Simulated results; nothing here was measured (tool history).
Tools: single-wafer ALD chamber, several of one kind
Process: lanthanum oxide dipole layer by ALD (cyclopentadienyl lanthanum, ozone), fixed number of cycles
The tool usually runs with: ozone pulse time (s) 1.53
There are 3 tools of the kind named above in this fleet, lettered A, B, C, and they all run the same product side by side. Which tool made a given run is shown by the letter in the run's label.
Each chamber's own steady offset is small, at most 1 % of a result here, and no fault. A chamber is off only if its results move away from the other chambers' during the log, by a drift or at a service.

run	hour	ozone pulse time (s)	read-back reference wafer on the same gauge, thickness_nm	mean film thickness on the monitor wafer (angstrom)
1C	10.2	1.53	0.53782	5.5131
2A	20.4	1.53	0.5377	5.462
3B	31.1	1.53	0.53791	5.486
4C	42.7	1.53	0.53739	5.4956
5B	57.2	1.53	0.53844	5.4957
6A	67.3	1.53	0.53798	5.4889
7A	75.9	1.53	0.53735	5.4497
8C	88.5	1.53	0.53764	5.4692
9B	98.1	1.53	0.53777	5.4818
10A	110	1.53	0.53792	5.4955
11B	124.1	1.53	0.53784	5.4787
12C	138.9	1.88	0.53775	5.6179
13B	145.9	1.88	0.53792	5.6353
14A	154.4	1.88	0.53829	5.572
15C	166.8	1.53	0.53761	5.4884
16B	176.8	1.53	0.53744	5.5105
17C	190.3	1.53	0.53821	5.4741
18A	199.9	1.53	0.53794	5.4407
19B	208.9	2.05	0.53756	5.6772
20C	219.1	2.05	0.53732	5.6094
21A	233.1	2.05	0.53805	5.6029
22C	240.5	1.53	0.5381	5.4789
23A	252.8	1.53	0.53788	5.4611
24B	263.2	1.53	0.53809	5.5097
25A	273.8	1.53	0.5378	5.4517
26B	283.8	1.53	0.53782	5.4852
27C	297	1.53	0.53741	5.4621
28B	303.9	1.53	0.53779	5.4461
29C	318	1.53	0.53856	5.4869
30A	324.6	1.53	0.53817	5.5049
31B	333	1.53	0.5381	5.4886
32A	340.7	1.53	0.53752	5.4509
33C	349.7	1.82	0.53792	5.5999
34A	364.1	1.82	0.53796	5.5211
35C	375.5	1.82	0.53796	5.5654
36B	383.2	1.53	0.53807	5.4816

Decide between three cases: one chamber stands off from its peers, the gauge reading all wafers drifts, or nothing is wrong past each chamber's small offset. Where a chamber is off, say which and what most likely put it there.

No chamber is off and the gauge is stable; the differences are just each chamber's small, constant offset.
